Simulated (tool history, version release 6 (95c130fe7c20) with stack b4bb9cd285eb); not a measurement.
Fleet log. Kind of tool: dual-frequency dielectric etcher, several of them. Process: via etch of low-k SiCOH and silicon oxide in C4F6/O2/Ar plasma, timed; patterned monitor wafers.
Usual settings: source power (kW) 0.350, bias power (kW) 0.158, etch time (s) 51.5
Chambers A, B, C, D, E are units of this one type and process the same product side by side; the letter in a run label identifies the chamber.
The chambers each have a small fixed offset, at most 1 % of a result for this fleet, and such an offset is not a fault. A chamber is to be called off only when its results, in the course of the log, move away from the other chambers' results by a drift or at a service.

run   hour  source power (kW)  bias power (kW)  etch time (s)  hours since the last wet clean  hours since the last source power generator calibration  hours since the last bias power generator calibration  read-back reference wafer on the same gauge, depth_nm  mean etch depth across the wafer (angstrom)
 1E   12.8              0.350            0.158           51.5                            95.1                                                   3467.0                                                  877.6                                                 141.16                                       1228.7
 2C   27.1              0.350            0.158           51.5                           163.9                                                    890.5                                                 2479.0                                                 140.82                                       1215.4
 3B   39.9              0.350            0.158           51.5                           178.3                                                   2563.0                                                 1618.0                                                 140.78                                       1210.0
 4D   51.5              0.350            0.158           51.5                           408.2                                                    868.0                                                  854.6                                                 140.91                                       1220.3
 5A   61.1              0.350            0.158           51.5                           186.1                                                   1137.9                                                 2598.8                                                 141.13                                       1229.8
      71.4  -- chamber A: bias power generator calibrated
      71.9  -- chamber D: wet clean of the chamber
 6B   71.9              0.350            0.158           51.5                           210.3                                                   2595.0                                                 1650.0                                                 141.06                                       1214.7
 7A   87.0              0.350            0.158           51.5                           212.0                                                   1163.8                                                   15.7                                                 141.15                                       1220.6
 8D   94.4              0.350            0.158           51.5                            22.5                                                    910.9                                                  897.5                                                 140.96                                       1214.3
 9E  108.9              0.350            0.158           51.5                           191.2                                                   3563.1                                                  973.7                                                 140.69                                       1225.1
10C  122.9              0.350            0.158           51.5                           259.7                                                    986.3                                                 2574.8                                                 141.22                                       1225.7
11E  130.4              0.350            0.158           51.5                           212.7                                                   3584.6                                                  995.2                                                 140.98                                       1225.9
12C  144.2              0.350            0.158           51.5                           281.0                                                   1007.6                                                 2596.1                                                 140.85                                       1219.1
13D  153.7              0.350            0.158           51.5                            81.8                                                    970.2                                                  956.8                                                 141.17                                       1213.9
14A  162.5              0.350            0.158           51.5                           287.5                                                   1239.3                                                   91.2                                                 140.85                                       1232.8
15B  169.8              0.350            0.158           51.5                           308.2                                                   2692.9                                                 1747.9                                                 140.90                                       1223.0
16D  183.5              0.350            0.158           51.5                           111.6                                                   1000.0                                                  986.6                                                 141.05                                       1210.6
17A  199.1              0.310            0.195           51.5                           324.1                                                   1275.9                                                  127.8                                                 141.04                                       1255.4
     212.1  -- chamber C: wet clean of the chamber
18C  215.1              0.310            0.195           51.5                             3.0                                                   1078.5                                                 2667.0                                                 141.08                                       1234.5
19E  229.7              0.310            0.195           51.5                           312.0                                                   3683.9                                                 1094.5                                                 140.96                                       1236.3
20B  245.7              0.310            0.195           51.5                           384.1                                                   2768.8                                                 1823.8                                                 140.74                                       1241.5
21B  260.1              0.310            0.195           51.5                           398.5                                                   2783.2                                                 1838.2                                                 141.14                                       1245.0
22A  274.0              0.350            0.158           51.5                           399.0                                                   1350.8                                                  202.7                                                 141.07                                       1244.0
23D  289.7              0.350            0.158           51.5                           217.8                                                   1106.2                                                 1092.8                                                 141.25                                       1205.2
     290.5  -- chamber A: wet clean of the chamber
     296.9  -- chamber B: wet clean of the chamber
24E  301.9              0.350            0.158           51.5                           384.2                                                   3756.1                                                 1166.7                                                 141.24                                       1227.2
     308.8  -- chamber E: wet clean of the chamber
25C  312.7              0.350            0.158           51.5                           100.6                                                   1176.1                                                 2764.6                                                 141.20                                       1219.5
26C  328.1              0.350            0.158           51.5                           116.0                                                   1191.5                                                 2780.0                                                 141.11                                       1234.8
27D  337.6              0.350            0.158           51.5                           265.7                                                   1154.1                                                 1140.7                                                 140.92                                       1214.1
28B  348.3              0.350            0.158           51.5                            51.4                                                   2871.4                                                 1926.4                                                 141.04                                       1214.8
     356.5  -- chamber B: source power generator calibrated
29E  360.9              0.350            0.158           51.5                            52.1                                                   3815.1                                                 1225.7                                                 140.95                                       1231.7
30A  373.5              0.350            0.158           51.5                            83.1                                                   1450.3                                                  302.2                                                 141.03                                       1277.9
31E  386.7              0.350            0.158           51.5                            77.9                                                   3840.9                                                 1251.5                                                 140.90                                       1216.0
32C  395.5              0.350            0.158           51.5                           183.4                                                   1258.9                                                 2847.4                                                 141.10                                       1215.2
33B  404.5              0.350            0.158           51.5                           107.6                                                     48.1                                                 1982.6                                                 141.13                                       1200.4
34A  418.3              0.350            0.158           65.5                           127.9                                                   1495.1                                                  347.0                                                 141.15                                       1633.2
35D  433.3              0.350            0.158           65.5                           361.4                                                   1249.8                                                 1236.4                                                 141.08                                       1553.3
36E  445.9              0.350            0.158           65.5                           137.1                                                   3900.1                                                 1310.7                                                 141.02                                       1561.8
37D  456.7              0.350            0.158           65.5                           384.8                                                   1273.2                                                 1259.8                                                 141.08                                       1548.5
38B  469.2              0.350            0.158           65.5                           172.3                                                    112.8                                                 2047.3                                                 140.88                                       1561.7
39C  483.5              0.350            0.158           51.5                           271.4                                                   1346.9                                                 2935.4                                                 140.98                                       1207.6
40A  492.9              0.350            0.158           63.5                           202.5                                                   1569.7                                                  421.6                                                 140.88                                       1551.2
     494.4  -- chamber D: wet clean of the chamber
41D  508.6              0.350            0.158           63.5                            14.2                                                   1325.1                                                 1311.7                                                 141.22                                       1497.9
42E  518.2              0.350            0.158           63.5                           209.4                                                   3972.4                                                 1383.0                                                 141.18                                       1517.4

Does one chamber stand apart from the rest, does the shared gauge drift, or is all well apart from small per-chamber offsets? Give the chamber and the most likely cause, where there is one.

Chamber A came out of a service off from its peers and stayed that way.
Most likely cause: etch rate over this chamber's usual, % = 3.77.

Here are 4 candidates for chamber A's next run, each the usual settings with a change, their results left as question marks. Which one brings its results back in line with what the others give on the usual settings?
To be in line, a result may differ from the other chambers' mean on the usual settings by at most: mean etch depth across the wafer (angstrom) 29.0
43A-1  529.8              0.350            0.157           49.5                                                                                                                                                                                                                                                   ?
43A-2  529.8              0.350            0.158           53.5                                                                                                                                                                                                                                                   ?
43A-3  529.8              0.400            0.175           51.5                                                                                                                                                                                                                                                   ?
43A-4  529.8              0.340            0.158           47.5                                                                                                                                                                                                                                                   ?

Average result of the remaining chambers running the usual settings: mean etch depth across the wafer (angstrom) 1217.4
  run  mean etch depth across the wafer (angstrom)
43A-1                                       1224.0
43A-2                                       1325.5
43A-3                                       1388.1
43A-4                                       1163.4
It is 43A-1 that realigns the chamber with its peers.

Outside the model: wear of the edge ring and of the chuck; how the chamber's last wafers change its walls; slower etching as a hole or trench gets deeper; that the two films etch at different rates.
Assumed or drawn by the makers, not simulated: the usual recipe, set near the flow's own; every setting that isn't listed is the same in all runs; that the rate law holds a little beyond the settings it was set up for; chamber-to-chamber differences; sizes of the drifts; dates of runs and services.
